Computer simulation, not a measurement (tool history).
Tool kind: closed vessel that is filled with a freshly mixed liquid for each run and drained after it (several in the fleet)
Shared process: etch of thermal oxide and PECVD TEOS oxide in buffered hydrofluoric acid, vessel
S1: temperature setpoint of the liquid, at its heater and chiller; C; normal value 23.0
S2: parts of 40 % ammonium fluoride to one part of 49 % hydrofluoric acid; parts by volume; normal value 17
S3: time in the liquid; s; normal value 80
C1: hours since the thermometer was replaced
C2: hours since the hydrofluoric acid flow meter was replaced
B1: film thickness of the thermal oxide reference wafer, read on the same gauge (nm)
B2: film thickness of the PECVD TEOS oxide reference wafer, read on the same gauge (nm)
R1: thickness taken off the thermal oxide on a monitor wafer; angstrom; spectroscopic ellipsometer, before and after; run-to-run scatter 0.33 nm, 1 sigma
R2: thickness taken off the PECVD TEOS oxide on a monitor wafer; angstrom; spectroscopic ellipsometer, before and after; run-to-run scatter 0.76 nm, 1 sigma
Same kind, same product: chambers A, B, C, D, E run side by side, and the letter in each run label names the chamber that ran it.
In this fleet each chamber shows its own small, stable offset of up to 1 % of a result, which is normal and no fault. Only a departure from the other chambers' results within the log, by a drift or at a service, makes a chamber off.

Run 1A, day 0.312: usual settings; C1 478.8; C2 1552.7; B1 149.99; B2 149.98. Result: R1 520.89 angstrom, R2 1316.00 angstrom.
Run 2B, day 0.600: usual settings; C1 789.0; C2 259.7; B1 150.04; B2 149.99. Result: R1 530.72 angstrom, R2 1318.30 angstrom.
Run 3C, day 0.875: usual settings; C1 1838.1; C2 203.6; B1 150.02; B2 150.02. Result: R1 521.54 angstrom, R2 1308.70 angstrom.
Run 4D, day 1.275: usual settings; C1 979.9; C2 1527.1; B1 149.99; B2 149.99. Result: R1 524.62 angstrom, R2 1317.80 angstrom.
Run 5E, day 1.612: usual settings; C1 1230.6; C2 735.7; B1 150.01; B2 150.00. Result: R1 524.39 angstrom, R2 1330.50 angstrom.
Run 6D, day 1.912: usual settings; C1 995.2; C2 1542.4; B1 150.04; B2 149.98. Result: R1 524.21 angstrom, R2 1316.80 angstrom.
Run 7C, day 2.183: usual settings but S1 26.5 C; C1 1869.5; C2 235.0; B1 150.00; B2 150.03. Result: R1 636.66 angstrom, R2 1607.80 angstrom.
Run 8B, day 2.504: usual settings but S1 26.5 C; C1 834.7; C2 305.4; B1 150.04; B2 149.99. Result: R1 642.33 angstrom, R2 1591.00 angstrom.
Run 9A, day 2.800: usual settings but S1 26.5 C; C1 538.5; C2 1612.4; B1 149.99; B2 149.96. Result: R1 635.20 angstrom, R2 1613.80 angstrom.
Run 10E, day 3.338: usual settings but S1 26.5 C; C1 1272.0; C2 777.1; B1 150.02; B2 150.01. Result: R1 636.42 angstrom, R2 1593.70 angstrom.
Run 11E, day 3.800: usual settings but S1 26.5 C; C1 1283.1; C2 788.2; B1 150.01; B2 150.04. Result: R1 642.15 angstrom, R2 1598.60 angstrom.
Run 12B, day 4.200: usual settings; C1 875.4; C2 346.1; B1 150.00; B2 150.01. Result: R1 526.91 angstrom, R2 1323.00 angstrom.
Run 13D, day 4.671: usual settings; C1 1061.4; C2 1608.6; B1 150.02; B2 150.02. Result: R1 525.38 angstrom, R2 1311.50 angstrom.
Run 14C, day 5.250: usual settings but S3 40 s; C1 1943.1; C2 308.6; B1 150.01; B2 150.01. Result: R1 262.53 angstrom, R2 652.87 angstrom.
Run 15A, day 5.775: usual settings but S3 40 s; C1 609.9; C2 1683.8; B1 149.95; B2 150.02. Result: R1 260.59 angstrom, R2 667.80 angstrom.
Run 16D, day 6.346: usual settings but S3 40 s; C1 1101.6; C2 1648.8; B1 150.00; B2 149.98. Result: R1 265.78 angstrom, R2 656.84 angstrom.
Run 17C, day 6.738: usual settings but S3 40 s; C1 1978.8; C2 344.3; B1 150.01; B2 150.05. Result: R1 260.61 angstrom, R2 663.37 angstrom.
Run 18B, day 7.162: usual settings but S3 40 s; C1 946.5; C2 417.2; B1 150.06; B2 149.98. Result: R1 260.09 angstrom, R2 660.58 angstrom.
Run 19E, day 7.475: usual settings; C1 1371.3; C2 876.4; B1 150.02; B2 149.99. Result: R1 527.74 angstrom, R2 1332.00 angstrom.
Run 20A, day 8.033: usual settings; C1 664.1; C2 1738.0; B1 150.00; B2 150.00. Result: R1 519.23 angstrom, R2 1340.40 angstrom.
Run 21D, day 8.396: usual settings; C1 1150.8; C2 1698.0; B1 149.99; B2 150.04. Result: R1 525.33 angstrom, R2 1320.40 angstrom.
Run 22A, day 8.775: usual settings; C1 681.9; C2 1755.8; B1 150.00; B2 150.00. Result: R1 519.11 angstrom, R2 1342.60 angstrom.
Run 23C, day 9.379: usual settings; C1 2042.2; C2 407.7; B1 150.02; B2 149.98. Result: R1 525.97 angstrom, R2 1317.00 angstrom.
Run 24E, day 9.833: usual settings; C1 1427.9; C2 933.0; B1 150.00; B2 150.03. Result: R1 525.39 angstrom, R2 1332.40 angstrom.
Run 25B, day 10.412: usual settings; C1 1024.5; C2 495.2; B1 150.01; B2 149.99. Result: R1 520.29 angstrom, R2 1320.10 angstrom.
Run 26C, day 11.008: usual settings; C1 2081.3; C2 446.8; B1 150.01; B2 150.01. Result: R1 524.05 angstrom, R2 1306.30 angstrom.
Run 27D, day 11.392: usual settings; C1 1222.7; C2 1769.9; B1 150.00; B2 150.00. Result: R1 530.51 angstrom, R2 1321.50 angstrom.
Run 28B, day 11.942: usual settings; C1 1061.2; C2 531.9; B1 150.00; B2 150.00. Result: R1 520.02 angstrom, R2 1317.10 angstrom.
Run 29A, day 12.342: usual settings; C1 767.5; C2 1841.4; B1 149.94; B2 150.02. Result: R1 524.31 angstrom, R2 1335.00 angstrom.
Run 30E, day 12.904: usual settings; C1 1501.6; C2 1006.7; B1 150.01; B2 150.00. Result: R1 522.47 angstrom, R2 1315.80 angstrom.
Run 31D, day 13.262: usual settings; C1 1267.6; C2 1814.8; B1 149.98; B2 150.00. Result: R1 518.00 angstrom, R2 1309.30 angstrom.
Run 32C, day 13.721: usual settings; C1 2146.4; C2 511.9; B1 149.98; B2 150.01. Result: R1 524.26 angstrom, R2 1334.30 angstrom.
Run 33A, day 14.317: usual settings; C1 814.9; C2 1888.8; B1 150.02; B2 149.98. Result: R1 514.39 angstrom, R2 1333.60 angstrom.
At day 14.471: chamber A: hydrofluoric acid flow meter replaced.
Run 34E, day 14.700: usual settings; C1 1544.7; C2 1049.8; B1 150.01; B2 150.00. Result: R1 521.14 angstrom, R2 1321.20 angstrom.
Run 35B, day 15.133: usual settings but S3 115 s; C1 1137.8; C2 608.5; B1 150.00; B2 150.01. Result: R1 743.31 angstrom, R2 1883.80 angstrom.
Run 36D, day 15.567: usual settings but S3 115 s; C1 1322.9; C2 1870.1; B1 150.00; B2 149.96. Result: R1 750.74 angstrom, R2 1898.30 angstrom.
Run 37A, day 15.971: usual settings but S3 115 s; C1 854.6; C2 36.0; B1 150.04; B2 150.00. Result: R1 748.21 angstrom, R2 1899.90 angstrom.
Run 38B, day 16.479: usual settings but S3 115 s; C1 1170.1; C2 640.8; B1 149.99; B2 149.99. Result: R1 749.66 angstrom, R2 1883.10 angstrom.
Run 39C, day 16.862: usual settings but S3 115 s; C1 2221.8; C2 587.3; B1 150.04; B2 150.02. Result: R1 741.24 angstrom, R2 1878.70 angstrom.
Run 40E, day 17.238: usual settings; C1 1605.6; C2 1110.7; B1 149.95; B2 150.00. Result: R1 523.88 angstrom, R2 1321.00 angstrom.
Run 41A, day 17.646: usual settings; C1 894.8; C2 76.2; B1 150.04; B2 150.00. Result: R1 518.84 angstrom, R2 1330.30 angstrom.
At day 17.696: chamber C: hydrofluoric acid flow meter replaced.
Run 42E, day 18.042: usual settings; C1 1624.9; C2 1130.0; B1 149.95; B2 150.05. Result: R1 528.82 angstrom, R2 1317.30 angstrom.
Run 43C, day 18.458: usual settings; C1 2260.1; C2 18.3; B1 149.97; B2 150.00. Result: R1 518.84 angstrom, R2 1318.40 angstrom.
Run 44B, day 19.042: usual settings; C1 1231.6; C2 702.3; B1 150.06; B2 150.00. Result: R1 526.06 angstrom, R2 1314.20 angstrom.

All chambers now run identical settings, listed one chamber a line with results as question marks. What results will each chamber show?
Run 45A, day 19.488: usual settings. Result: R1 ?, R2 ?.
Run 45B, day 19.488: usual settings. Result: R1 ?, R2 ?.
Run 45C, day 19.488: usual settings. Result: R1 ?, R2 ?.
Run 45D, day 19.488: usual settings. Result: R1 ?, R2 ?.
Run 45E, day 19.488: usual settings. Result: R1 ?, R2 ?.

run      R1       R2
45A  520.30  1344.60
45B  522.99  1305.90
45C  517.08  1320.40
45D  526.84  1302.80
45E  522.30  1315.20
